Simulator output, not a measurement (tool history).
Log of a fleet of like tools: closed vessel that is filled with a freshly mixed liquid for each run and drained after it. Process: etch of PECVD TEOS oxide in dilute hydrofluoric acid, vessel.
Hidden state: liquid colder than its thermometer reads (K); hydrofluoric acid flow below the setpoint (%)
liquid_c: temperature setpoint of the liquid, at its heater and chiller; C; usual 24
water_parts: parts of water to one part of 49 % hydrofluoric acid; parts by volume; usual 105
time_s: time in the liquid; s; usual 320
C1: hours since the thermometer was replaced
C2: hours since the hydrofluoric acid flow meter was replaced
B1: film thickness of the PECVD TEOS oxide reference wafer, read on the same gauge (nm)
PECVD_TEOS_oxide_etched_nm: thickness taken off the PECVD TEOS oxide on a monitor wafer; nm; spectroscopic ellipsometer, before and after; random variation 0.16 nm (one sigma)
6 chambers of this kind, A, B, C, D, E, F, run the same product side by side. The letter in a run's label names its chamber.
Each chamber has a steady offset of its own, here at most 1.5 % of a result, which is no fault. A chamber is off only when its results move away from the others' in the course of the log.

{"run": "1C", "hour": 8.5, "liquid_c": 24, "water_parts": 105, "time_s": 320, "C1": 529.3, "C2": 630.8, "B1": 119.99, "PECVD_TEOS_oxide_etched_nm": 25.688}
{"run": "2A", "hour": 12.2, "liquid_c": 24, "water_parts": 105, "time_s": 320, "C1": 627.4, "C2": 45, "B1": 120.01, "PECVD_TEOS_oxide_etched_nm": 25.948}
{"run": "3E", "hour": 20.6, "liquid_c": 24, "water_parts": 105, "time_s": 320, "C1": 62.2, "C2": 224, "B1": 119.99, "PECVD_TEOS_oxide_etched_nm": 26.108}
{"run": "4D", "hour": 27.0, "liquid_c": 24, "water_parts": 105, "time_s": 320, "C1": 634.9, "C2": 1503.3, "B1": 119.97, "PECVD_TEOS_oxide_etched_nm": 25.889}
{"run": "5B", "hour": 34.4, "liquid_c": 24, "water_parts": 105, "time_s": 320, "C1": 408.1, "C2": 259.9, "B1": 120.01, "PECVD_TEOS_oxide_etched_nm": 26.09}
{"run": "6F", "hour": 39.6, "liquid_c": 24, "water_parts": 105, "time_s": 320, "C1": 210.9, "C2": 470.9, "B1": 120, "PECVD_TEOS_oxide_etched_nm": 25.616}
{"hour": 41.1, "done": "chamber F: hydrofluoric acid flow meter replaced"}
{"run": "7B", "hour": 43.6, "liquid_c": 24, "water_parts": 105, "time_s": 320, "C1": 417.3, "C2": 269.1, "B1": 120.02, "PECVD_TEOS_oxide_etched_nm": 25.976}
{"run": "8C", "hour": 51.5, "liquid_c": 24, "water_parts": 105, "time_s": 320, "C1": 572.3, "C2": 673.8, "B1": 119.99, "PECVD_TEOS_oxide_etched_nm": 25.882}
{"run": "9D", "hour": 55.2, "liquid_c": 24, "water_parts": 105, "time_s": 320, "C1": 663.1, "C2": 1531.5, "B1": 120.02, "PECVD_TEOS_oxide_etched_nm": 25.897}
{"run": "10A", "hour": 61.5, "liquid_c": 24, "water_parts": 105, "time_s": 320, "C1": 676.7, "C2": 94.3, "B1": 120.03, "PECVD_TEOS_oxide_etched_nm": 26.181}
{"run": "11E", "hour": 69.1, "liquid_c": 24, "water_parts": 75, "time_s": 470, "C1": 110.7, "C2": 272.5, "B1": 119.95, "PECVD_TEOS_oxide_etched_nm": 55.606}
{"run": "12F", "hour": 76.4, "liquid_c": 24, "water_parts": 75, "time_s": 470, "C1": 247.7, "C2": 35.4, "B1": 120.01, "PECVD_TEOS_oxide_etched_nm": 54.489}
{"run": "13B", "hour": 80.5, "liquid_c": 24, "water_parts": 75, "time_s": 470, "C1": 454.2, "C2": 306, "B1": 120, "PECVD_TEOS_oxide_etched_nm": 54.433}
{"run": "14D", "hour": 84.8, "liquid_c": 24, "water_parts": 75, "time_s": 470, "C1": 692.7, "C2": 1561.1, "B1": 120, "PECVD_TEOS_oxide_etched_nm": 54.858}
{"run": "15C", "hour": 92.7, "liquid_c": 24, "water_parts": 75, "time_s": 470, "C1": 613.5, "C2": 715, "B1": 120, "PECVD_TEOS_oxide_etched_nm": 55.084}
{"run": "16A", "hour": 99.5, "liquid_c": 24, "water_parts": 75, "time_s": 470, "C1": 714.7, "C2": 132.3, "B1": 120, "PECVD_TEOS_oxide_etched_nm": 55.463}
{"run": "17F", "hour": 104.2, "liquid_c": 24, "water_parts": 105, "time_s": 320, "C1": 275.5, "C2": 63.2, "B1": 119.99, "PECVD_TEOS_oxide_etched_nm": 26.119}
{"run": "18E", "hour": 108.4, "liquid_c": 24, "water_parts": 105, "time_s": 320, "C1": 150, "C2": 311.8, "B1": 120.01, "PECVD_TEOS_oxide_etched_nm": 25.806}
{"run": "19E", "hour": 115.8, "liquid_c": 24, "water_parts": 105, "time_s": 320, "C1": 157.4, "C2": 319.2, "B1": 119.95, "PECVD_TEOS_oxide_etched_nm": 26.103}
{"run": "20B", "hour": 123.8, "liquid_c": 24, "water_parts": 105, "time_s": 320, "C1": 497.5, "C2": 349.3, "B1": 120.03, "PECVD_TEOS_oxide_etched_nm": 25.173}
{"run": "21A", "hour": 128.7, "liquid_c": 24, "water_parts": 105, "time_s": 320, "C1": 743.9, "C2": 161.5, "B1": 120, "PECVD_TEOS_oxide_etched_nm": 26.038}
{"run": "22D", "hour": 134.1, "liquid_c": 24, "water_parts": 105, "time_s": 320, "C1": 742, "C2": 1610.4, "B1": 119.96, "PECVD_TEOS_oxide_etched_nm": 25.832}
{"run": "23C", "hour": 140.5, "liquid_c": 24, "water_parts": 105, "time_s": 320, "C1": 661.3, "C2": 762.8, "B1": 120.02, "PECVD_TEOS_oxide_etched_nm": 25.877}
{"run": "24F", "hour": 148.2, "liquid_c": 24, "water_parts": 105, "time_s": 320, "C1": 319.5, "C2": 107.2, "B1": 120.04, "PECVD_TEOS_oxide_etched_nm": 25.888}
{"run": "25B", "hour": 153.6, "liquid_c": 24, "water_parts": 105, "time_s": 320, "C1": 527.3, "C2": 379.1, "B1": 120, "PECVD_TEOS_oxide_etched_nm": 25.244}
{"run": "26A", "hour": 158.0, "liquid_c": 24, "water_parts": 105, "time_s": 320, "C1": 773.2, "C2": 190.8, "B1": 119.95, "PECVD_TEOS_oxide_etched_nm": 26.115}
{"run": "27E", "hour": 164.9, "liquid_c": 24, "water_parts": 105, "time_s": 320, "C1": 206.5, "C2": 368.3, "B1": 119.96, "PECVD_TEOS_oxide_etched_nm": 25.712}
{"run": "28F", "hour": 171.1, "liquid_c": 24, "water_parts": 105, "time_s": 320, "C1": 342.4, "C2": 130.1, "B1": 120, "PECVD_TEOS_oxide_etched_nm": 25.608}
{"run": "29C", "hour": 176.5, "liquid_c": 24, "water_parts": 105, "time_s": 320, "C1": 697.3, "C2": 798.8, "B1": 119.97, "PECVD_TEOS_oxide_etched_nm": 26.036}
{"run": "30D", "hour": 183.6, "liquid_c": 24, "water_parts": 105, "time_s": 320, "C1": 791.5, "C2": 1659.9, "B1": 119.99, "PECVD_TEOS_oxide_etched_nm": 25.97}
{"run": "31E", "hour": 188.6, "liquid_c": 24, "water_parts": 105, "time_s": 320, "C1": 230.2, "C2": 392, "B1": 120.02, "PECVD_TEOS_oxide_etched_nm": 25.566}
{"run": "32F", "hour": 194.2, "liquid_c": 24, "water_parts": 105, "time_s": 320, "C1": 365.5, "C2": 153.2, "B1": 120, "PECVD_TEOS_oxide_etched_nm": 25.841}
{"run": "33D", "hour": 200.6, "liquid_c": 24, "water_parts": 105, "time_s": 320, "C1": 808.5, "C2": 1676.9, "B1": 120.01, "PECVD_TEOS_oxide_etched_nm": 25.769}
{"run": "34A", "hour": 209.1, "liquid_c": 24, "water_parts": 105, "time_s": 320, "C1": 824.3, "C2": 241.9, "B1": 120.02, "PECVD_TEOS_oxide_etched_nm": 26.313}
{"run": "35B", "hour": 216.8, "liquid_c": 28, "water_parts": 105, "time_s": 180, "C1": 590.5, "C2": 442.3, "B1": 120, "PECVD_TEOS_oxide_etched_nm": 16.511}
{"run": "36C", "hour": 225.0, "liquid_c": 28, "water_parts": 105, "time_s": 180, "C1": 745.8, "C2": 847.3, "B1": 119.98, "PECVD_TEOS_oxide_etched_nm": 16.906}
{"run": "37E", "hour": 229.4, "liquid_c": 28, "water_parts": 105, "time_s": 180, "C1": 271, "C2": 432.8, "B1": 119.97, "PECVD_TEOS_oxide_etched_nm": 17.189}
{"run": "38F", "hour": 233.2, "liquid_c": 28, "water_parts": 105, "time_s": 180, "C1": 404.5, "C2": 192.2, "B1": 119.98, "PECVD_TEOS_oxide_etched_nm": 16.86}
{"run": "39C", "hour": 237.6, "liquid_c": 28, "water_parts": 105, "time_s": 180, "C1": 758.4, "C2": 859.9, "B1": 120, "PECVD_TEOS_oxide_etched_nm": 16.903}
{"run": "40A", "hour": 243.6, "liquid_c": 28, "water_parts": 105, "time_s": 180, "C1": 858.8, "C2": 276.4, "B1": 120, "PECVD_TEOS_oxide_etched_nm": 17.108}
{"run": "41D", "hour": 251.9, "liquid_c": 24, "water_parts": 105, "time_s": 320, "C1": 859.8, "C2": 1728.2, "B1": 120, "PECVD_TEOS_oxide_etched_nm": 25.907}
{"run": "42B", "hour": 256.4, "liquid_c": 24, "water_parts": 105, "time_s": 320, "C1": 630.1, "C2": 481.9, "B1": 120.06, "PECVD_TEOS_oxide_etched_nm": 24.514}

Next, every chamber runs the same settings. What will each give?
{"run": "43A", "hour": 262.5, "liquid_c": 24, "water_parts": 105, "time_s": 320, "PECVD_TEOS_oxide_etched_nm": "?"}
{"run": "43B", "hour": 262.5, "liquid_c": 24, "water_parts": 105, "time_s": 320, "PECVD_TEOS_oxide_etched_nm": "?"}
{"run": "43C", "hour": 262.5, "liquid_c": 24, "water_parts": 105, "time_s": 320, "PECVD_TEOS_oxide_etched_nm": "?"}
{"run": "43D", "hour": 262.5, "liquid_c": 24, "water_parts": 105, "time_s": 320, "PECVD_TEOS_oxide_etched_nm": "?"}
{"run": "43E", "hour": 262.5, "liquid_c": 24, "water_parts": 105, "time_s": 320, "PECVD_TEOS_oxide_etched_nm": "?"}
{"run": "43F", "hour": 262.5, "liquid_c": 24, "water_parts": 105, "time_s": 320, "PECVD_TEOS_oxide_etched_nm": "?"}

run=43A PECVD_TEOS_oxide_etched_nm=26.197
run=43B PECVD_TEOS_oxide_etched_nm=24.416
run=43C PECVD_TEOS_oxide_etched_nm=25.617
run=43D PECVD_TEOS_oxide_etched_nm=25.942
run=43E PECVD_TEOS_oxide_etched_nm=26.112
run=43F PECVD_TEOS_oxide_etched_nm=25.727
